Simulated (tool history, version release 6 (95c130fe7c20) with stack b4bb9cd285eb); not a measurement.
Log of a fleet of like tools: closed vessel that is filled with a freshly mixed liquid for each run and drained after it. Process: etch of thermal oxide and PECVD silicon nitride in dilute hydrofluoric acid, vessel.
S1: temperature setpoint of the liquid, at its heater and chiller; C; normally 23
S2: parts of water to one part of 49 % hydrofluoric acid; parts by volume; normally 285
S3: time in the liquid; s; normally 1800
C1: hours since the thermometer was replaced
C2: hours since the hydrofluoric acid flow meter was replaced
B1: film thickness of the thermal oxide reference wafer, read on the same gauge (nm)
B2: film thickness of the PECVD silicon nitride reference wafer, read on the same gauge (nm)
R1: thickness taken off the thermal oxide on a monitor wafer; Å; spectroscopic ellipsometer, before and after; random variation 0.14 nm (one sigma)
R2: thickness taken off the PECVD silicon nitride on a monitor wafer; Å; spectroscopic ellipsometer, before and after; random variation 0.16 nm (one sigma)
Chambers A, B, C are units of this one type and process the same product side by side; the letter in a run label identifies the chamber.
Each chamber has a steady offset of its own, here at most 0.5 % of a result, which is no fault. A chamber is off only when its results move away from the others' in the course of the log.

{"run": "1C", "hour": 5.0, "S1": 23, "S2": 285, "S3": 1800, "C1": 129.1, "C2": 971.7, "B1": 80.001, "B2": 59.992, "R1": 230.2, "R2": 200.06}
{"run": "2B", "hour": 13.6, "S1": 23, "S2": 285, "S3": 1800, "C1": 2194, "C2": 1858.1, "B1": 80.001, "B2": 60.013, "R1": 231.97, "R2": 200.89}
{"run": "3A", "hour": 20.6, "S1": 23, "S2": 285, "S3": 1800, "C1": 637.9, "C2": 378.2, "B1": 80.016, "B2": 60.01, "R1": 229.26, "R2": 196.61}
{"run": "4B", "hour": 28.3, "S1": 23, "S2": 285, "S3": 1800, "C1": 2208.7, "C2": 1872.8, "B1": 79.998, "B2": 59.999, "R1": 234.32, "R2": 200.25}
{"run": "5C", "hour": 33.3, "S1": 23, "S2": 190, "S3": 2470, "C1": 157.4, "C2": 1000, "B1": 80.003, "B2": 60.001, "R1": 521.11, "R2": 403.69}
{"run": "6A", "hour": 39.2, "S1": 23, "S2": 190, "S3": 2470, "C1": 656.5, "C2": 396.8, "B1": 80.007, "B2": 60.011, "R1": 513.97, "R2": 403.47}
{"run": "7C", "hour": 47.2, "S1": 23, "S2": 190, "S3": 2470, "C1": 171.3, "C2": 1013.9, "B1": 80.001, "B2": 60.007, "R1": 513.45, "R2": 404.35}
{"run": "8A", "hour": 53.5, "S1": 23, "S2": 285, "S3": 1800, "C1": 670.8, "C2": 411.1, "B1": 79.99, "B2": 59.988, "R1": 231.85, "R2": 200.43}
{"run": "9B", "hour": 58.9, "S1": 23, "S2": 285, "S3": 1800, "C1": 2239.3, "C2": 1903.4, "B1": 80.023, "B2": 59.998, "R1": 233.29, "R2": 204.37}
{"hour": 66.6, "done": "chamber A: hydrofluoric acid flow meter replaced"}
{"run": "10B", "hour": 66.9, "S1": 23, "S2": 285, "S3": 1800, "C1": 2247.3, "C2": 1911.4, "B1": 80, "B2": 59.988, "R1": 233.14, "R2": 203.76}
{"hour": 69.5, "done": "chamber B: hydrofluoric acid flow meter replaced"}
{"run": "11A", "hour": 75.4, "S1": 23, "S2": 285, "S3": 1800, "C1": 692.7, "C2": 8.9, "B1": 79.993, "B2": 60.005, "R1": 232.34, "R2": 197.7}
{"run": "12C", "hour": 83.4, "S1": 23, "S2": 330, "S3": 1030, "C1": 207.5, "C2": 1050.1, "B1": 80.006, "B2": 60.011, "R1": 109.91, "R2": 99.411}
{"run": "13C", "hour": 87.7, "S1": 23, "S2": 330, "S3": 1030, "C1": 211.8, "C2": 1054.4, "B1": 80.015, "B2": 60.001, "R1": 108.6, "R2": 100.58}
{"run": "14A", "hour": 96.2, "S1": 23, "S2": 330, "S3": 1030, "C1": 713.5, "C2": 29.7, "B1": 79.987, "B2": 60.011, "R1": 107.57, "R2": 99.799}
{"run": "15B", "hour": 101.2, "S1": 23, "S2": 285, "S3": 1800, "C1": 2281.6, "C2": 31.7, "B1": 79.967, "B2": 59.99, "R1": 232.33, "R2": 201.96}
{"run": "16B", "hour": 109.1, "S1": 23, "S2": 285, "S3": 1800, "C1": 2289.5, "C2": 39.6, "B1": 79.983, "B2": 59.995, "R1": 232.04, "R2": 200.17}
{"run": "17C", "hour": 118.6, "S1": 23, "S2": 285, "S3": 1800, "C1": 242.7, "C2": 1085.3, "B1": 80.001, "B2": 59.982, "R1": 228.47, "R2": 200.84}
{"run": "18A", "hour": 123.6, "S1": 23, "S2": 285, "S3": 1800, "C1": 740.9, "C2": 57.1, "B1": 80.007, "B2": 59.974, "R1": 231.46, "R2": 200.6}
{"run": "19C", "hour": 127.8, "S1": 23, "S2": 285, "S3": 1800, "C1": 251.9, "C2": 1094.5, "B1": 79.986, "B2": 59.997, "R1": 232.37, "R2": 200.12}
{"run": "20B", "hour": 135.9, "S1": 23, "S2": 285, "S3": 1800, "C1": 2316.3, "C2": 66.4, "B1": 80.011, "B2": 60.002, "R1": 231.02, "R2": 200.26}
{"run": "21A", "hour": 140.8, "S1": 23, "S2": 285, "S3": 1800, "C1": 758.1, "C2": 74.3, "B1": 80, "B2": 60, "R1": 227.34, "R2": 198.12}
{"run": "22A", "hour": 145.6, "S1": 23, "S2": 285, "S3": 1800, "C1": 762.9, "C2": 79.1, "B1": 80, "B2": 60.029, "R1": 230.5, "R2": 200.59}
{"run": "23C", "hour": 152.5, "S1": 23, "S2": 285, "S3": 1800, "C1": 276.6, "C2": 1119.2, "B1": 80.002, "B2": 60.002, "R1": 230.62, "R2": 204.4}
{"run": "24B", "hour": 156.7, "S1": 23, "S2": 285, "S3": 1800, "C1": 2337.1, "C2": 87.2, "B1": 80.007, "B2": 60.029, "R1": 230.39, "R2": 200.49}
{"run": "25A", "hour": 165.1, "S1": 23, "S2": 285, "S3": 1800, "C1": 782.4, "C2": 98.6, "B1": 79.998, "B2": 60.019, "R1": 230.31, "R2": 200.41}
{"run": "26C", "hour": 171.8, "S1": 23, "S2": 285, "S3": 1800, "C1": 295.9, "C2": 1138.5, "B1": 79.988, "B2": 60.01, "R1": 231.81, "R2": 200.44}
{"run": "27B", "hour": 179.6, "S1": 23, "S2": 285, "S3": 1800, "C1": 2360, "C2": 110.1, "B1": 79.994, "B2": 59.992, "R1": 232.07, "R2": 200.5}
{"run": "28B", "hour": 186.8, "S1": 23, "S2": 285, "S3": 1800, "C1": 2367.2, "C2": 117.3, "B1": 79.981, "B2": 60.026, "R1": 231.1, "R2": 201.56}
{"run": "29C", "hour": 191.4, "S1": 26, "S2": 285, "S3": 1800, "C1": 315.5, "C2": 1158.1, "B1": 80.001, "B2": 60.03, "R1": 258.19, "R2": 239.54}
{"run": "30A", "hour": 196.3, "S1": 26, "S2": 285, "S3": 1800, "C1": 813.6, "C2": 129.8, "B1": 79.992, "B2": 60.012, "R1": 254.74, "R2": 240.64}
{"run": "31A", "hour": 200.7, "S1": 26, "S2": 285, "S3": 1800, "C1": 818, "C2": 134.2, "B1": 80.004, "B2": 60.017, "R1": 254.31, "R2": 241}
{"run": "32C", "hour": 209.2, "S1": 23, "S2": 285, "S3": 1800, "C1": 333.3, "C2": 1175.9, "B1": 80, "B2": 60.017, "R1": 229.85, "R2": 201.2}
{"run": "33B", "hour": 214.5, "S1": 23, "S2": 285, "S3": 1800, "C1": 2394.9, "C2": 145, "B1": 80.006, "B2": 60.031, "R1": 233.33, "R2": 201.54}
{"run": "34B", "hour": 220.8, "S1": 23, "S2": 285, "S3": 1800, "C1": 2401.2, "C2": 151.3, "B1": 79.989, "B2": 60.003, "R1": 230.66, "R2": 201.92}
{"run": "35A", "hour": 229.3, "S1": 23, "S2": 285, "S3": 1800, "C1": 846.6, "C2": 162.8, "B1": 80.012, "B2": 59.985, "R1": 231.22, "R2": 201.38}
{"run": "36C", "hour": 236.6, "S1": 23, "S2": 285, "S3": 1800, "C1": 360.7, "C2": 1203.3, "B1": 79.994, "B2": 60.027, "R1": 231.08, "R2": 201.23}
{"run": "37A", "hour": 241.4, "S1": 23, "S2": 285, "S3": 1800, "C1": 858.7, "C2": 174.9, "B1": 80.022, "B2": 59.993, "R1": 229.04, "R2": 197.17}
{"run": "38C", "hour": 248.2, "S1": 23, "S2": 285, "S3": 1800, "C1": 372.3, "C2": 1214.9, "B1": 79.996, "B2": 60.025, "R1": 231.17, "R2": 201.42}
{"run": "39B", "hour": 253.7, "S1": 23, "S2": 285, "S3": 1800, "C1": 2434.1, "C2": 184.2, "B1": 79.978, "B2": 59.984, "R1": 233.66, "R2": 200.55}
{"run": "40B", "hour": 261.1, "S1": 26.5, "S2": 195, "S3": 1800, "C1": 2441.5, "C2": 191.6, "B1": 80.011, "B2": 60.007, "R1": 419.74, "R2": 364.7}
{"run": "41A", "hour": 266.3, "S1": 26.5, "S2": 195, "S3": 1800, "C1": 883.6, "C2": 199.8, "B1": 80.003, "B2": 59.999, "R1": 417.74, "R2": 355.43}
{"run": "42C", "hour": 271.6, "S1": 26.5, "S2": 195, "S3": 1800, "C1": 395.7, "C2": 1238.3, "B1": 79.991, "B2": 60.015, "R1": 416.41, "R2": 358.1}

Next, every chamber runs the same settings. What will each give?
{"run": "43A", "hour": 278.6, "S1": 23, "S2": 285, "S3": 2340, "R1": "?", "R2": "?"}
{"run": "43B", "hour": 278.6, "S1": 23, "S2": 285, "S3": 2340, "R1": "?", "R2": "?"}
{"run": "43C", "hour": 278.6, "S1": 23, "S2": 285, "S3": 2340, "R1": "?", "R2": "?"}

run=43A R1=299.03 R2=259.85
run=43B R1=302.01 R2=259.5
run=43C R1=301.17 R2=261.73
